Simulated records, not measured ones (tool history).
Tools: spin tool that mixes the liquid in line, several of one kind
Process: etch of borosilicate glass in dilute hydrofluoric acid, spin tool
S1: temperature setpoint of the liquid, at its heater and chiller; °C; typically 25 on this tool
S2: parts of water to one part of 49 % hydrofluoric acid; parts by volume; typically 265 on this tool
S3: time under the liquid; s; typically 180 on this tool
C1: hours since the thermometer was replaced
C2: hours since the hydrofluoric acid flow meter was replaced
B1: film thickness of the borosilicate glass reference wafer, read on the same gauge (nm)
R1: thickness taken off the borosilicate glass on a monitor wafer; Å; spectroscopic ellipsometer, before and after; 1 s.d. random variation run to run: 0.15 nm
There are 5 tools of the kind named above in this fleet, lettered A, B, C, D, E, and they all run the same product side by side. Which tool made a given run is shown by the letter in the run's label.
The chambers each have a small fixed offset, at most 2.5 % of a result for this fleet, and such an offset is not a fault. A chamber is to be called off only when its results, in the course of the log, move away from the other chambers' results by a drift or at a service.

{"run": "1B", "hour": 3.4, "S1": 25, "S2": 265, "S3": 180, "C1": 687.6, "C2": 517.2, "B1": 39.999, "R1": 200}
{"run": "2C", "hour": 6.9, "S1": 25, "S2": 265, "S3": 180, "C1": 706.6, "C2": 697.2, "B1": 40.001, "R1": 200.15}
{"run": "3A", "hour": 9.1, "S1": 25, "S2": 265, "S3": 180, "C1": 2479.1, "C2": 158.2, "B1": 40.007, "R1": 199.22}
{"run": "4D", "hour": 11.9, "S1": 25, "S2": 265, "S3": 180, "C1": 1004.4, "C2": 851.1, "B1": 40.012, "R1": 203.65}
{"run": "5E", "hour": 14.0, "S1": 25, "S2": 265, "S3": 180, "C1": 511, "C2": 1310.5, "B1": 39.992, "R1": 198.28}
{"run": "6E", "hour": 17.2, "S1": 25, "S2": 265, "S3": 180, "C1": 514.2, "C2": 1313.7, "B1": 39.979, "R1": 198.87}
{"run": "7B", "hour": 20.4, "S1": 25, "S2": 265, "S3": 180, "C1": 704.6, "C2": 534.2, "B1": 39.967, "R1": 201.77}
{"run": "8C", "hour": 24.0, "S1": 25, "S2": 265, "S3": 180, "C1": 723.7, "C2": 714.3, "B1": 39.993, "R1": 200.06}
{"run": "9A", "hour": 27.1, "S1": 25, "S2": 265, "S3": 180, "C1": 2497.1, "C2": 176.2, "B1": 39.982, "R1": 201.39}
{"run": "10D", "hour": 30.8, "S1": 25, "S2": 265, "S3": 180, "C1": 1023.3, "C2": 870, "B1": 40.005, "R1": 204.07}
{"run": "11B", "hour": 35.1, "S1": 25, "S2": 265, "S3": 180, "C1": 719.3, "C2": 548.9, "B1": 39.991, "R1": 201.62}
{"run": "12E", "hour": 37.3, "S1": 25, "S2": 335, "S3": 180, "C1": 534.3, "C2": 1333.8, "B1": 40.012, "R1": 148.65}
{"run": "13D", "hour": 41.3, "S1": 25, "S2": 335, "S3": 180, "C1": 1033.8, "C2": 880.5, "B1": 39.999, "R1": 150.42}
{"hour": 41.4, "done": "chamber C: hydrofluoric acid flow meter replaced"}
{"run": "14A", "hour": 45.1, "S1": 25, "S2": 335, "S3": 180, "C1": 2515.1, "C2": 194.2, "B1": 40.002, "R1": 147.19}
{"run": "15C", "hour": 49.2, "S1": 25, "S2": 335, "S3": 180, "C1": 748.9, "C2": 7.9, "B1": 39.996, "R1": 148.85}
{"run": "16B", "hour": 51.4, "S1": 25, "S2": 335, "S3": 180, "C1": 735.6, "C2": 565.2, "B1": 40.002, "R1": 146.82}
{"run": "17A", "hour": 53.8, "S1": 25, "S2": 265, "S3": 180, "C1": 2523.8, "C2": 202.9, "B1": 39.992, "R1": 201.09}
{"run": "18D", "hour": 57.8, "S1": 25, "S2": 265, "S3": 180, "C1": 1050.3, "C2": 897, "B1": 40.006, "R1": 208.1}
{"run": "19C", "hour": 59.7, "S1": 25, "S2": 265, "S3": 180, "C1": 759.4, "C2": 18.4, "B1": 40.009, "R1": 205.18}
{"run": "20E", "hour": 63.6, "S1": 25, "S2": 265, "S3": 180, "C1": 560.6, "C2": 1360.1, "B1": 40.002, "R1": 197.87}
{"run": "21A", "hour": 66.8, "S1": 25, "S2": 265, "S3": 180, "C1": 2536.8, "C2": 215.9, "B1": 39.985, "R1": 198.81}
{"run": "22B", "hour": 70.8, "S1": 25, "S2": 265, "S3": 180, "C1": 755, "C2": 584.6, "B1": 39.996, "R1": 198.34}
{"run": "23E", "hour": 72.7, "S1": 25, "S2": 265, "S3": 180, "C1": 569.7, "C2": 1369.2, "B1": 39.99, "R1": 200.82}
{"run": "24C", "hour": 76.7, "S1": 25, "S2": 265, "S3": 180, "C1": 776.4, "C2": 35.4, "B1": 40.004, "R1": 201.12}
{"run": "25D", "hour": 79.6, "S1": 21, "S2": 265, "S3": 115, "C1": 1072.1, "C2": 918.8, "B1": 40.006, "R1": 117.09}
{"run": "26E", "hour": 82.5, "S1": 21, "S2": 265, "S3": 115, "C1": 579.5, "C2": 1379, "B1": 40.029, "R1": 110.11}
{"run": "27A", "hour": 85.3, "S1": 21, "S2": 265, "S3": 115, "C1": 2555.3, "C2": 234.4, "B1": 40.005, "R1": 110.34}
{"run": "28B", "hour": 88.7, "S1": 21, "S2": 265, "S3": 115, "C1": 772.9, "C2": 602.5, "B1": 40.01, "R1": 112.39}
{"run": "29C", "hour": 91.6, "S1": 21, "S2": 265, "S3": 115, "C1": 791.3, "C2": 50.3, "B1": 39.996, "R1": 111.47}
{"run": "30D", "hour": 93.5, "S1": 27.5, "S2": 265, "S3": 180, "C1": 1086, "C2": 932.7, "B1": 39.984, "R1": 229.58}
{"run": "31C", "hour": 96.0, "S1": 27.5, "S2": 265, "S3": 180, "C1": 795.7, "C2": 54.7, "B1": 40.006, "R1": 219.07}
{"run": "32D", "hour": 98.9, "S1": 27.5, "S2": 265, "S3": 180, "C1": 1091.4, "C2": 938.1, "B1": 39.984, "R1": 230.84}
{"run": "33A", "hour": 100.9, "S1": 27.5, "S2": 265, "S3": 180, "C1": 2570.9, "C2": 250, "B1": 39.996, "R1": 218.04}
{"run": "34E", "hour": 104.5, "S1": 27.5, "S2": 265, "S3": 180, "C1": 601.5, "C2": 1401, "B1": 39.995, "R1": 218.64}
{"run": "35B", "hour": 107.7, "S1": 25, "S2": 265, "S3": 180, "C1": 791.9, "C2": 621.5, "B1": 40.011, "R1": 199.22}
{"run": "36A", "hour": 112.0, "S1": 25, "S2": 265, "S3": 180, "C1": 2582, "C2": 261.1, "B1": 40.002, "R1": 198.07}
{"run": "37E", "hour": 114.1, "S1": 25, "S2": 265, "S3": 180, "C1": 611.1, "C2": 1410.6, "B1": 40.014, "R1": 197.32}
{"run": "38C", "hour": 116.2, "S1": 25, "S2": 265, "S3": 180, "C1": 815.9, "C2": 74.9, "B1": 39.999, "R1": 199.44}
{"run": "39D", "hour": 118.6, "S1": 25, "S2": 265, "S3": 180, "C1": 1111.1, "C2": 957.8, "B1": 40.021, "R1": 219.13}
{"run": "40B", "hour": 120.7, "S1": 25, "S2": 265, "S3": 180, "C1": 804.9, "C2": 634.5, "B1": 40.013, "R1": 200.6}
{"run": "41B", "hour": 122.7, "S1": 25, "S2": 265, "S3": 180, "C1": 806.9, "C2": 636.5, "B1": 40.011, "R1": 198.9}

Is one chamber off against the others, does the gauge drift, or is nothing wrong? If a chamber is off, say which, and what the likeliest cause is.

It is chamber D that slowly wanders off from its peers.
Most likely cause: liquid hotter than its thermometer reads (K) = 1.97.
From this log alone, it may not be told apart from: hydrofluoric acid flow above the setpoint (%).

Below are 4 candidate recipes for chamber D's next run, each the usual settings with a change, their results shown as question marks. Which of them brings D's results back in line with what the other chambers give on the usual settings?
To be in line, a result may differ from the other chambers' mean on the usual settings by at most: R1 5.2 Å
{"run": "42D-1", "hour": 125.8, "S1": 26, "S2": 265, "S3": 180, "R1": "?"}
{"run": "42D-2", "hour": 125.8, "S1": 25, "S2": 245, "S3": 180, "R1": "?"}
{"run": "42D-3", "hour": 125.8, "S1": 25, "S2": 270, "S3": 180, "R1": "?"}
{"run": "42D-4", "hour": 125.8, "S1": 25, "S2": 285, "S3": 180, "R1": "?"}

Mean of the other chambers on the usual settings: R1 199.83 Å
run=42D-1 R1=225.54
run=42D-2 R1=240.88
run=42D-3 R1=212.75
run=42D-4 R1=198.37
It is 42D-4 that realigns the chamber with its peers.

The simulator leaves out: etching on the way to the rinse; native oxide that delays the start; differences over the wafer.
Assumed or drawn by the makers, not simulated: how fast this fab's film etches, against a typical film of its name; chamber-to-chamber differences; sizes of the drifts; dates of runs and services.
